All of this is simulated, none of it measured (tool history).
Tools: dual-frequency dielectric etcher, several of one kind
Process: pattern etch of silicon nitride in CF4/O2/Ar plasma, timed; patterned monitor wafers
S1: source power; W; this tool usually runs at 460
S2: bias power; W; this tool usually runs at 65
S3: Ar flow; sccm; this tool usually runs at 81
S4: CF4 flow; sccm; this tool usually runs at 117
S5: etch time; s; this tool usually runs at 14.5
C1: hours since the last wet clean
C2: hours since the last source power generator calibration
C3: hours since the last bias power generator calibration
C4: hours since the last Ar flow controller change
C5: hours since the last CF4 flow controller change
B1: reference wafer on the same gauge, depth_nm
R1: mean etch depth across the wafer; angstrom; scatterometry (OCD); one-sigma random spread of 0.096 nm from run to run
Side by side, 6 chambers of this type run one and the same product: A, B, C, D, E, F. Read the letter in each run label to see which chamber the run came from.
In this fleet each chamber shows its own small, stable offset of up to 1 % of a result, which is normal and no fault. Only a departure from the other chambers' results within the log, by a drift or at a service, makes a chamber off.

At hour 6.6: chamber E: wet clean of the chamber.
Run 1E, hour 14.6: usual settings; C1 8; C2 433.4; C3 2317.9; C4 768.5; C5 922.7; B1 31.227. Result: R1 295.4 angstrom.
Run 2A, hour 28: usual settings; C1 433.2; C2 760.9; C3 1005; C4 1536.5; C5 3723.5; B1 31.19. Result: R1 295.35 angstrom.
At hour 33.9: chamber A: wet clean of the chamber.
Run 3F, hour 39.2: usual settings; C1 284.8; C2 3005.3; C3 4100.1; C4 1932.2; C5 276; B1 31.203. Result: R1 293.85 angstrom.
Run 4B, hour 46.9: usual settings; C1 327.2; C2 2403.5; C3 1421.6; C4 2378; C5 1254.6; B1 31.202. Result: R1 293.02 angstrom.
Run 5D, hour 56.8: usual settings; C1 223.9; C2 302.8; C3 181.6; C4 784; C5 3038.7; B1 31.194. Result: R1 295.8 angstrom.
Run 6C, hour 69.2: usual settings but S1 390 W, S4 133 sccm; C1 337.2; C2 1040.6; C3 2275; C4 1702.5; C5 1347; B1 31.218. Result: R1 257.68 angstrom.
Run 7E, hour 76.5: usual settings but S1 390 W, S4 133 sccm; C1 69.9; C2 495.3; C3 2379.8; C4 830.4; C5 984.6; B1 31.208. Result: R1 258.75 angstrom.
At hour 77: chamber F: Ar flow controller replaced.
Run 8F, hour 87.2: usual settings but S1 390 W, S4 133 sccm; C1 332.8; C2 3053.3; C3 4148.1; C4 10.3; C5 324; B1 31.212. Result: R1 258.14 angstrom.
Run 9A, hour 98.9: usual settings but S1 390 W, S4 133 sccm; C1 65; C2 831.8; C3 1075.9; C4 1607.4; C5 3794.4; B1 31.179. Result: R1 257.06 angstrom.
At hour 102.6: chamber B: wet clean of the chamber.
Run 10C, hour 109.9: usual settings but S1 390 W, S4 133 sccm; C1 377.9; C2 1081.3; C3 2315.7; C4 1743.2; C5 1387.7; B1 31.194. Result: R1 256.96 angstrom.
Run 11D, hour 119.3: usual settings but S1 390 W, S4 133 sccm; C1 286.4; C2 365.3; C3 244.1; C4 846.5; C5 3101.2; B1 31.226. Result: R1 256.49 angstrom.
Run 12B, hour 127.2: usual settings; C1 24.6; C2 2483.8; C3 1501.9; C4 2458.3; C5 1334.9; B1 31.212. Result: R1 293.96 angstrom.
Run 13C, hour 142.1: usual settings; C1 410.1; C2 1113.5; C3 2347.9; C4 1775.4; C5 1419.9; B1 31.184. Result: R1 293.35 angstrom.
Run 14D, hour 153.2: usual settings; C1 320.3; C2 399.2; C3 278; C4 880.4; C5 3135.1; B1 31.207. Result: R1 293.04 angstrom.
Run 15F, hour 160.5: usual settings; C1 406.1; C2 3126.6; C3 4221.4; C4 83.6; C5 397.3; B1 31.212. Result: R1 293.43 angstrom.
Run 16B, hour 167.9: usual settings; C1 65.3; C2 2524.5; C3 1542.6; C4 2499; C5 1375.6; B1 31.22. Result: R1 294.4 angstrom.
At hour 170.5: chamber C: wet clean of the chamber.
Run 17E, hour 179.1: usual settings; C1 172.5; C2 597.9; C3 2482.4; C4 933; C5 1087.2; B1 31.207. Result: R1 298 angstrom.
Run 18A, hour 187.2: usual settings but S2 52 W, S3 94 sccm; C1 153.3; C2 920.1; C3 1164.2; C4 1695.7; C5 3882.7; B1 31.223. Result: R1 267.46 angstrom.
Run 19A, hour 198.1: usual settings but S2 52 W, S3 94 sccm; C1 164.2; C2 931; C3 1175.1; C4 1706.6; C5 3893.6; B1 31.21. Result: R1 265.88 angstrom.
Run 20B, hour 210.8: usual settings but S2 52 W, S3 94 sccm; C1 108.2; C2 2567.4; C3 1585.5; C4 2541.9; C5 1418.5; B1 31.185. Result: R1 265.31 angstrom.
At hour 211.2: chamber A: CF4 flow controller replaced.
Run 21D, hour 220.3: usual settings but S2 52 W, S3 94 sccm; C1 387.4; C2 466.3; C3 345.1; C4 947.5; C5 3202.2; B1 31.23. Result: R1 269.71 angstrom.
Run 22E, hour 235: usual settings but S2 52 W, S3 94 sccm; C1 228.4; C2 653.8; C3 2538.3; C4 988.9; C5 1143.1; B1 31.216. Result: R1 272.09 angstrom.
At hour 239.1: chamber F: bias power generator calibrated.
Run 23C, hour 242.4: usual settings but S2 52 W, S3 94 sccm; C1 71.9; C2 1213.8; C3 2448.2; C4 1875.7; C5 1520.2; B1 31.201. Result: R1 267.04 angstrom.
Run 24F, hour 249: usual settings; C1 494.6; C2 3215.1; C3 10; C4 172.1; C5 485.8; B1 31.222. Result: R1 295.18 angstrom.
Run 25E, hour 263.1: usual settings but S1 550 W, S2 79 W; C1 256.5; C2 681.9; C3 2566.4; C4 1017; C5 1171.2; B1 31.176. Result: R1 380.87 angstrom.
Run 26A, hour 276.5: usual settings but S1 550 W, S2 79 W; C1 242.6; C2 1009.4; C3 1253.5; C4 1785; C5 65.4; B1 31.183. Result: R1 370.56 angstrom.
Run 27C, hour 290.4: usual settings but S1 550 W, S2 79 W; C1 119.9; C2 1261.8; C3 2496.2; C4 1923.7; C5 1568.2; B1 31.219. Result: R1 370.25 angstrom.
Run 28F, hour 297.9: usual settings but S1 550 W, S2 79 W; C1 543.5; C2 3264; C3 58.9; C4 221; C5 534.7; B1 31.199. Result: R1 371.6 angstrom.
Run 29B, hour 311.3: usual settings but S1 550 W, S2 79 W; C1 208.7; C2 2667.9; C3 1686; C4 2642.4; C5 1519; B1 31.196. Result: R1 369.81 angstrom.
Run 30D, hour 324.4: usual settings but S1 550 W, S2 79 W; C1 491.5; C2 570.4; C3 449.2; C4 1051.6; C5 3306.3; B1 31.175. Result: R1 372.57 angstrom.
Run 31D, hour 335.8: usual settings; C1 502.9; C2 581.8; C3 460.6; C4 1063; C5 3317.7; B1 31.19. Result: R1 294.67 angstrom.
Run 32A, hour 347.2: usual settings; C1 313.3; C2 1080.1; C3 1324.2; C4 1855.7; C5 136.1; B1 31.173. Result: R1 294.14 angstrom.
At hour 356.7: chamber F: wet clean of the chamber.
Run 33F, hour 357.4: usual settings; C1 0.8; C2 3323.5; C3 118.4; C4 280.5; C5 594.2; B1 31.205. Result: R1 295.3 angstrom.
Run 34C, hour 367: usual settings; C1 196.5; C2 1338.4; C3 2572.8; C4 2000.3; C5 1644.8; B1 31.214. Result: R1 294.32 angstrom.
Run 35B, hour 381.1: usual settings but S1 410 W, S4 141 sccm; C1 278.5; C2 2737.7; C3 1755.8; C4 2712.2; C5 1588.8; B1 31.203. Result: R1 269 angstrom.
Run 36E, hour 391: usual settings but S1 410 W, S4 141 sccm; C1 384.4; C2 809.8; C3 2694.3; C4 1144.9; C5 1299.1; B1 31.191. Result: R1 281.35 angstrom.
Run 37A, hour 399.7: usual settings but S1 410 W, S4 141 sccm; C1 365.8; C2 1132.6; C3 1376.7; C4 1908.2; C5 188.6; B1 31.191. Result: R1 271.83 angstrom.

Read the log: is a single chamber off, either drifting away or since a service, is the gauge that measures every chamber drifting, or is nothing wrong beyond small per-chamber offsets? Name any odd chamber and what most likely caused it.

It is chamber E that slowly wanders off from its peers.
Cause: source power that arrives over what is set, % = 4.17.
It could be hard to tell apart here from: etch rate over this chamber's usual, %.

Below are 4 candidate recipes for chamber E's next run, each the usual settings with a change, their results shown as question marks. Which of them brings E's results back in line with what the other chambers give on the usual settings?
In-line tolerance around the mean of the other chambers on the usual settings: R1 3.4 angstrom
Run 38E-1, hour 410.4: usual settings but S1 440 W, S4 116 sccm. Result: R1 ?.
Run 38E-2, hour 410.4: usual settings but S1 470 W. Result: R1 ?.
Run 38E-3, hour 410.4: usual settings but S1 480 W. Result: R1 ?.
Run 38E-4, hour 410.4: usual settings but S1 450 W. Result: R1 ?.

The other chambers' mean on the usual settings: R1 294.24 angstrom
  run      R1
38E-1  294.24
38E-2  312.07
38E-3   317.9
38E-4  300.36
The answer is 38E-1, which returns the chamber to within the allowed miss of the others.

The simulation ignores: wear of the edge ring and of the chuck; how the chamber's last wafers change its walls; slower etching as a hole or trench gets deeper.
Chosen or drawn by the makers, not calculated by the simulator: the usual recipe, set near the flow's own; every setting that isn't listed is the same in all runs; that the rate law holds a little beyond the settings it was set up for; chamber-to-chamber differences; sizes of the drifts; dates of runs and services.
